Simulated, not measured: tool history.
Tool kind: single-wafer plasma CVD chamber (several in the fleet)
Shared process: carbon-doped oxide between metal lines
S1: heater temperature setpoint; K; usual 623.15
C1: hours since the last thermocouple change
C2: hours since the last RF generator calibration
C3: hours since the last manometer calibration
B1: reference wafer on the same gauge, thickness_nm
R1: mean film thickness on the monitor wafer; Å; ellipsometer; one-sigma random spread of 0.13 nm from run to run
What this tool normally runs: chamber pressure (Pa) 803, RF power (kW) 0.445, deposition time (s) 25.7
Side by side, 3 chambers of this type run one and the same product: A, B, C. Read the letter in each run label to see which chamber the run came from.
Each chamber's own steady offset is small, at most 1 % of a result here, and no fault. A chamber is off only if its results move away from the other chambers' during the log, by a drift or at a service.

run 1A hour=7.3 | S1=623.15 chamber_pressure_(Pa)=803 RF_power_(kW)=0.445 deposition_time_(s)=25.7 | C1=1926.4 C2=2060.0 C3=329.6 | B1=149.04 | R1=1254.8
run 2C hour=14.3 | S1=623.15 chamber_pressure_(Pa)=803 RF_power_(kW)=0.445 deposition_time_(s)=25.7 | C1=1006.8 C2=606.0 C3=1367.0 | B1=149.10 | R1=1242.1
run 3B hour=20.6 | S1=623.15 chamber_pressure_(Pa)=803 RF_power_(kW)=0.445 deposition_time_(s)=25.7 | C1=941.6 C2=554.5 C3=2405.5 | B1=149.13 | R1=1237.5
-- hour=25.5 chamber A: RF generator calibrated
run 4C hour=28.4 | S1=623.15 chamber_pressure_(Pa)=803 RF_power_(kW)=0.445 deposition_time_(s)=25.7 | C1=1020.9 C2=620.1 C3=1381.1 | B1=149.17 | R1=1244.7
run 5B hour=33.8 | S1=623.15 chamber_pressure_(Pa)=803 RF_power_(kW)=0.445 deposition_time_(s)=25.7 | C1=954.8 C2=567.7 C3=2418.7 | B1=149.23 | R1=1241.1
run 6A hour=38.9 | S1=632.15 chamber_pressure_(Pa)=803 RF_power_(kW)=0.445 deposition_time_(s)=25.7 | C1=1958.0 C2=13.5 C3=361.2 | B1=149.24 | R1=1229.0
run 7A hour=44.7 | S1=632.15 chamber_pressure_(Pa)=803 RF_power_(kW)=0.445 deposition_time_(s)=25.7 | C1=1963.8 C2=19.3 C3=367.0 | B1=149.24 | R1=1228.4
run 8C hour=50.0 | S1=632.15 chamber_pressure_(Pa)=803 RF_power_(kW)=0.445 deposition_time_(s)=25.7 | C1=1042.5 C2=641.7 C3=1402.7 | B1=149.25 | R1=1216.3
-- hour=51.8 chamber C: capacitance manometer re-zeroed and calibrated
run 9B hour=57.0 | S1=623.15 chamber_pressure_(Pa)=803 RF_power_(kW)=0.445 deposition_time_(s)=25.7 | C1=978.0 C2=590.9 C3=2441.9 | B1=149.34 | R1=1240.2
run 10C hour=64.1 | S1=623.15 chamber_pressure_(Pa)=803 RF_power_(kW)=0.445 deposition_time_(s)=25.7 | C1=1056.6 C2=655.8 C3=12.3 | B1=149.37 | R1=1249.2
run 11A hour=67.8 | S1=623.15 chamber_pressure_(Pa)=803 RF_power_(kW)=0.445 deposition_time_(s)=25.7 | C1=1986.9 C2=42.4 C3=390.1 | B1=149.37 | R1=1257.7
run 12B hour=72.8 | S1=623.15 chamber_pressure_(Pa)=803 RF_power_(kW)=0.445 deposition_time_(s)=25.7 | C1=993.8 C2=606.7 C3=2457.7 | B1=149.37 | R1=1241.7
run 13B hour=77.4 | S1=623.15 chamber_pressure_(Pa)=803 RF_power_(kW)=0.485 deposition_time_(s)=30.2 | C1=998.4 C2=611.3 C3=2462.3 | B1=149.46 | R1=1540.2
run 14C hour=81.0 | S1=623.15 chamber_pressure_(Pa)=803 RF_power_(kW)=0.485 deposition_time_(s)=30.2 | C1=1073.5 C2=672.7 C3=29.2 | B1=149.45 | R1=1554.0
run 15A hour=87.7 | S1=623.15 chamber_pressure_(Pa)=803 RF_power_(kW)=0.485 deposition_time_(s)=30.2 | C1=2006.8 C2=62.3 C3=410.0 | B1=149.51 | R1=1565.7
run 16B hour=94.9 | S1=623.15 chamber_pressure_(Pa)=803 RF_power_(kW)=0.445 deposition_time_(s)=25.7 | C1=1015.9 C2=628.8 C3=2479.8 | B1=149.53 | R1=1241.7
run 17C hour=100.9 | S1=623.15 chamber_pressure_(Pa)=803 RF_power_(kW)=0.445 deposition_time_(s)=25.7 | C1=1093.4 C2=692.6 C3=49.1 | B1=149.54 | R1=1248.6
run 18A hour=108.6 | S1=623.15 chamber_pressure_(Pa)=803 RF_power_(kW)=0.445 deposition_time_(s)=25.7 | C1=2027.7 C2=83.2 C3=430.9 | B1=149.61 | R1=1261.8
run 19A hour=112.9 | S1=623.15 chamber_pressure_(Pa)=803 RF_power_(kW)=0.445 deposition_time_(s)=25.7 | C1=2032.0 C2=87.5 C3=435.2 | B1=149.64 | R1=1258.8
run 20B hour=117.2 | S1=623.15 chamber_pressure_(Pa)=803 RF_power_(kW)=0.365 deposition_time_(s)=25.7 | C1=1038.2 C2=651.1 C3=2502.1 | B1=149.64 | R1=1067.7

Next, every chamber runs the same settings. What will each give?
run 21A hour=123.1 | S1=623.15 chamber_pressure_(Pa)=803 RF_power_(kW)=0.445 deposition_time_(s)=25.7 | R1=?
run 21B hour=123.1 | S1=623.15 chamber_pressure_(Pa)=803 RF_power_(kW)=0.445 deposition_time_(s)=25.7 | R1=?
run 21C hour=123.1 | S1=623.15 chamber_pressure_(Pa)=803 RF_power_(kW)=0.445 deposition_time_(s)=25.7 | R1=?

run=21A R1=1257.8
run=21B R1=1241.8
run=21C R1=1250.8

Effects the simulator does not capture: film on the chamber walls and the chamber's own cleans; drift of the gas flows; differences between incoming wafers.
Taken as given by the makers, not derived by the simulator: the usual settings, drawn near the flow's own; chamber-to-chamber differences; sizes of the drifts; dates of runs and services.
